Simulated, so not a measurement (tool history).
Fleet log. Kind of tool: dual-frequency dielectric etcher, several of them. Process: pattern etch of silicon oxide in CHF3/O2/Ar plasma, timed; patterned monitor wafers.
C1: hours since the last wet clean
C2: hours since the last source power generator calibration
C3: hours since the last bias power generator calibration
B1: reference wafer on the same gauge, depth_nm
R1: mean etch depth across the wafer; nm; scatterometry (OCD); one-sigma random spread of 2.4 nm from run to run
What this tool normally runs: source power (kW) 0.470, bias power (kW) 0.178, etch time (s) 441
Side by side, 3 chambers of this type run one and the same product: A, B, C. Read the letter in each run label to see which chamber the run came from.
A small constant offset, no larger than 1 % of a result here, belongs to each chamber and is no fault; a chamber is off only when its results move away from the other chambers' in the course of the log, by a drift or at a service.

run 1A hour=8.7 | source_power_(kW)=0.470 bias_power_(kW)=0.178 etch_time_(s)=441 | C1=265.2 C2=860.8 C3=673.4 | B1=679.93 | R1=791.54
run 2B hour=14.6 | source_power_(kW)=0.470 bias_power_(kW)=0.178 etch_time_(s)=441 | C1=133.2 C2=3196.7 C3=4401.3 | B1=680.22 | R1=796.06
run 3C hour=20.0 | source_power_(kW)=0.470 bias_power_(kW)=0.178 etch_time_(s)=441 | C1=349.4 C2=457.0 C3=1875.8 | B1=680.24 | R1=785.09
run 4A hour=25.9 | source_power_(kW)=0.470 bias_power_(kW)=0.178 etch_time_(s)=441 | C1=282.4 C2=878.0 C3=690.6 | B1=680.25 | R1=790.86
-- hour=26.8 chamber C: bias power generator calibrated
-- hour=33.0 chamber C: wet clean of the chamber
run 5C hour=35.6 | source_power_(kW)=0.470 bias_power_(kW)=0.178 etch_time_(s)=441 | C1=2.6 C2=472.6 C3=8.8 | B1=679.98 | R1=785.51
run 6B hour=45.3 | source_power_(kW)=0.470 bias_power_(kW)=0.178 etch_time_(s)=441 | C1=163.9 C2=3227.4 C3=4432.0 | B1=679.96 | R1=787.61
run 7A hour=53.3 | source_power_(kW)=0.470 bias_power_(kW)=0.178 etch_time_(s)=441 | C1=309.8 C2=905.4 C3=718.0 | B1=679.77 | R1=793.66
run 8C hour=60.2 | source_power_(kW)=0.470 bias_power_(kW)=0.178 etch_time_(s)=441 | C1=27.2 C2=497.2 C3=33.4 | B1=680.27 | R1=788.28
run 9B hour=67.8 | source_power_(kW)=0.470 bias_power_(kW)=0.178 etch_time_(s)=441 | C1=186.4 C2=3249.9 C3=4454.5 | B1=679.71 | R1=788.75
run 10C hour=77.7 | source_power_(kW)=0.470 bias_power_(kW)=0.178 etch_time_(s)=441 | C1=44.7 C2=514.7 C3=50.9 | B1=679.69 | R1=787.48
run 11A hour=85.5 | source_power_(kW)=0.470 bias_power_(kW)=0.178 etch_time_(s)=441 | C1=342.0 C2=937.6 C3=750.2 | B1=679.76 | R1=790.96
-- hour=90.5 chamber B: bias power generator calibrated
run 12B hour=95.4 | source_power_(kW)=0.470 bias_power_(kW)=0.178 etch_time_(s)=441 | C1=214.0 C2=3277.5 C3=4.9 | B1=680.01 | R1=785.00
run 13C hour=102.7 | source_power_(kW)=0.470 bias_power_(kW)=0.196 etch_time_(s)=557 | C1=69.7 C2=539.7 C3=75.9 | B1=680.63 | R1=1027.60
run 14A hour=110.9 | source_power_(kW)=0.470 bias_power_(kW)=0.196 etch_time_(s)=557 | C1=367.4 C2=963.0 C3=775.6 | B1=680.02 | R1=1036.70
run 15B hour=119.7 | source_power_(kW)=0.470 bias_power_(kW)=0.196 etch_time_(s)=557 | C1=238.3 C2=3301.8 C3=29.2 | B1=680.40 | R1=1015.80
run 16B hour=127.8 | source_power_(kW)=0.470 bias_power_(kW)=0.178 etch_time_(s)=441 | C1=246.4 C2=3309.9 C3=37.3 | B1=680.36 | R1=776.72
run 17C hour=136.4 | source_power_(kW)=0.550 bias_power_(kW)=0.141 etch_time_(s)=441 | C1=103.4 C2=573.4 C3=109.6 | B1=679.79 | R1=773.56
-- hour=140.4 chamber A: wet clean of the chamber
run 18A hour=146.3 | source_power_(kW)=0.550 bias_power_(kW)=0.141 etch_time_(s)=441 | C1=6.0 C2=998.4 C3=811.0 | B1=680.41 | R1=782.19
run 19C hour=158.1 | source_power_(kW)=0.550 bias_power_(kW)=0.141 etch_time_(s)=441 | C1=125.1 C2=595.1 C3=131.3 | B1=680.12 | R1=773.36
run 20A hour=168.2 | source_power_(kW)=0.470 bias_power_(kW)=0.178 etch_time_(s)=441 | C1=27.9 C2=1020.3 C3=832.9 | B1=679.60 | R1=789.98
run 21B hour=177.9 | source_power_(kW)=0.470 bias_power_(kW)=0.178 etch_time_(s)=441 | C1=296.5 C2=3360.0 C3=87.4 | B1=680.17 | R1=768.94
run 22A hour=184.9 | source_power_(kW)=0.470 bias_power_(kW)=0.178 etch_time_(s)=441 | C1=44.6 C2=1037.0 C3=849.6 | B1=679.63 | R1=794.50

Is one chamber out of step, is the gauge drifting, or do the chambers differ by no more than their own small offsets? For an off chamber, give its letter and the likeliest cause.

One chamber, B, drifts off from the rest bit by bit.
Most likely cause: etch rate under this chamber's usual, % = 3.56.

Below are 4 candidate recipes for chamber B's next run, each the usual settings with a change, their results shown as question marks. Which of them brings B's results back in line with what the other chambers give on the usual settings?
In-line tolerance around the mean of the other chambers on the usual settings: R1 8.30 nm
run 23B-1 hour=193.4 | source_power_(kW)=0.470 bias_power_(kW)=0.174 etch_time_(s)=441 | R1=?
run 23B-2 hour=193.4 | source_power_(kW)=0.470 bias_power_(kW)=0.178 etch_time_(s)=444 | R1=?
run 23B-3 hour=193.4 | source_power_(kW)=0.470 bias_power_(kW)=0.177 etch_time_(s)=431 | R1=?
run 23B-4 hour=193.4 | source_power_(kW)=0.500 bias_power_(kW)=0.178 etch_time_(s)=441 | R1=?

On the usual settings, the other chambers give on average: R1 789.43 nm
run=23B-1 R1=762.59
run=23B-2 R1=773.79
run=23B-3 R1=749.68
run=23B-4 R1=786.92
23B-4 puts the chamber back in line with the other chambers.
